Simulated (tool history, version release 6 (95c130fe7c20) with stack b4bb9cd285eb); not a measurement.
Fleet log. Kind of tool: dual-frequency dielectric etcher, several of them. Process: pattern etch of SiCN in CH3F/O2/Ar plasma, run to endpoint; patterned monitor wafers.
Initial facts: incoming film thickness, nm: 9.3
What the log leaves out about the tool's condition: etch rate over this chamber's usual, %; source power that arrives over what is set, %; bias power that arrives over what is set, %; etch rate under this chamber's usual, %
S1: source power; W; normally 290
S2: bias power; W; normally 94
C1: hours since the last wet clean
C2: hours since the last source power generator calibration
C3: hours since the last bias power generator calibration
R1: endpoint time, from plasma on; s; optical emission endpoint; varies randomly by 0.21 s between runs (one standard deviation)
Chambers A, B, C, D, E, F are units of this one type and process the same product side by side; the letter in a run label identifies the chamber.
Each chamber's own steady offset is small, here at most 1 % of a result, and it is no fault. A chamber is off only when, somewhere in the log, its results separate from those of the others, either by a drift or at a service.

Run 1A, hour 4.3: usual settings; C1 307.5; C2 493.8; C3 1742.5. Result: R1 25.157 s.
Run 2F, hour 6.5: usual settings; C1 323; C2 1470.3; C3 767.1. Result: R1 25.064 s.
Run 3B, hour 8.7: usual settings; C1 427.4; C2 2678.5; C3 2223.4. Result: R1 25.338 s.
Run 4D, hour 10.8: usual settings; C1 311.2; C2 108.5; C3 2279.1. Result: R1 25.475 s.
Run 5C, hour 13.5: usual settings; C1 254.9; C2 546.8; C3 2249.7. Result: R1 24.787 s.
Run 6E, hour 16.6: usual settings; C1 259.1; C2 4096.4; C3 419.6. Result: R1 25.384 s.
Run 7C, hour 21.1: usual settings; C1 262.5; C2 554.4; C3 2257.3. Result: R1 25.156 s.
Run 8F, hour 23.8: usual settings; C1 340.3; C2 1487.6; C3 784.4. Result: R1 24.681 s.
Run 9E, hour 27.9: usual settings but S1 340 W, S2 103 W; C1 270.4; C2 4107.7; C3 430.9. Result: R1 22.96 s.
At hour 29.4: chamber B: wet clean of the chamber.
Run 10B, hour 30.3: usual settings but S1 340 W, S2 103 W; C1 1; C2 2700.1; C3 2245. Result: R1 22.832 s.
Run 11D, hour 34.3: usual settings but S1 340 W, S2 103 W; C1 334.7; C2 132; C3 2302.6. Result: R1 23.096 s.
Run 12A, hour 38.3: usual settings but S1 340 W, S2 103 W; C1 341.5; C2 527.8; C3 1776.5. Result: R1 22.532 s.
Run 13F, hour 41.5: usual settings but S1 340 W, S2 103 W; C1 358; C2 1505.3; C3 802.1. Result: R1 22.882 s.
Run 14B, hour 45.3: usual settings but S1 340 W, S2 103 W; C1 16; C2 2715.1; C3 2260. Result: R1 23.248 s.
Run 15D, hour 47.8: usual settings; C1 348.2; C2 145.5; C3 2316.1. Result: R1 25.177 s.
Run 16A, hour 50.2: usual settings; C1 353.4; C2 539.7; C3 1788.4. Result: R1 25.211 s.
Run 17C, hour 52.2: usual settings; C1 293.6; C2 585.5; C3 2288.4. Result: R1 25.102 s.
Run 18E, hour 56.4: usual settings but S2 80 W; C1 298.9; C2 4136.2; C3 459.4. Result: R1 26.813 s.
Run 19C, hour 59.8: usual settings but S2 80 W; C1 301.2; C2 593.1; C3 2296. Result: R1 26.521 s.
Run 20F, hour 63.2: usual settings but S2 80 W; C1 379.7; C2 1527; C3 823.8. Result: R1 26.812 s.
Run 21E, hour 67.2: usual settings but S2 80 W; C1 309.7; C2 4147; C3 470.2. Result: R1 26.683 s.
Run 22B, hour 70.5: usual settings but S2 80 W; C1 41.2; C2 2740.3; C3 2285.2. Result: R1 26.969 s.
Run 23D, hour 75.1: usual settings but S2 80 W; C1 375.5; C2 172.8; C3 2343.4. Result: R1 26.381 s.
Run 24A, hour 79.4: usual settings; C1 382.6; C2 568.9; C3 1817.6. Result: R1 25.043 s.
Run 25F, hour 83.2: usual settings; C1 399.7; C2 1547; C3 843.8. Result: R1 25.116 s.
Run 26E, hour 86.6: usual settings; C1 329.1; C2 4166.4; C3 489.6. Result: R1 25.408 s.
Run 27C, hour 90.3: usual settings; C1 331.7; C2 623.6; C3 2326.5. Result: R1 25.071 s.
Run 28D, hour 94.5: usual settings; C1 394.9; C2 192.2; C3 2362.8. Result: R1 24.705 s.
At hour 97: chamber D: bias power generator calibrated.
Run 29A, hour 98.3: usual settings; C1 401.5; C2 587.8; C3 1836.5. Result: R1 25.192 s.
Run 30B, hour 100.6: usual settings; C1 71.3; C2 2770.4; C3 2315.3. Result: R1 25.872 s.
Run 31B, hour 103: usual settings; C1 73.7; C2 2772.8; C3 2317.7. Result: R1 25.542 s.
Run 32F, hour 105.3: usual settings; C1 421.8; C2 1569.1; C3 865.9. Result: R1 25.107 s.
Run 33C, hour 108.4: usual settings; C1 349.8; C2 641.7; C3 2344.6. Result: R1 25.252 s.
Run 34E, hour 111.5: usual settings but S2 76 W; C1 354; C2 4191.3; C3 514.5. Result: R1 27.822 s.
Run 35A, hour 114: usual settings but S2 76 W; C1 417.2; C2 603.5; C3 1852.2. Result: R1 27.037 s.
Run 36D, hour 117.6: usual settings but S2 76 W; C1 418; C2 215.3; C3 20.7. Result: R1 26.461 s.
Run 37A, hour 122.1: usual settings but S2 76 W; C1 425.3; C2 611.6; C3 1860.3. Result: R1 27.367 s.
Run 38B, hour 125.6: usual settings but S2 76 W; C1 96.3; C2 2795.4; C3 2340.3. Result: R1 27.567 s.

All 6 chambers run these settings next. Forecast each chamber's results:
Run 39A, hour 128.9: usual settings. Result: R1 ?.
Run 39B, hour 128.9: usual settings. Result: R1 ?.
Run 39C, hour 128.9: usual settings. Result: R1 ?.
Run 39D, hour 128.9: usual settings. Result: R1 ?.
Run 39E, hour 128.9: usual settings. Result: R1 ?.
Run 39F, hour 128.9: usual settings. Result: R1 ?.

run      R1
39A  25.345
39B  25.449
39C  24.931
39D   24.56
39E  25.231
39F  25.293
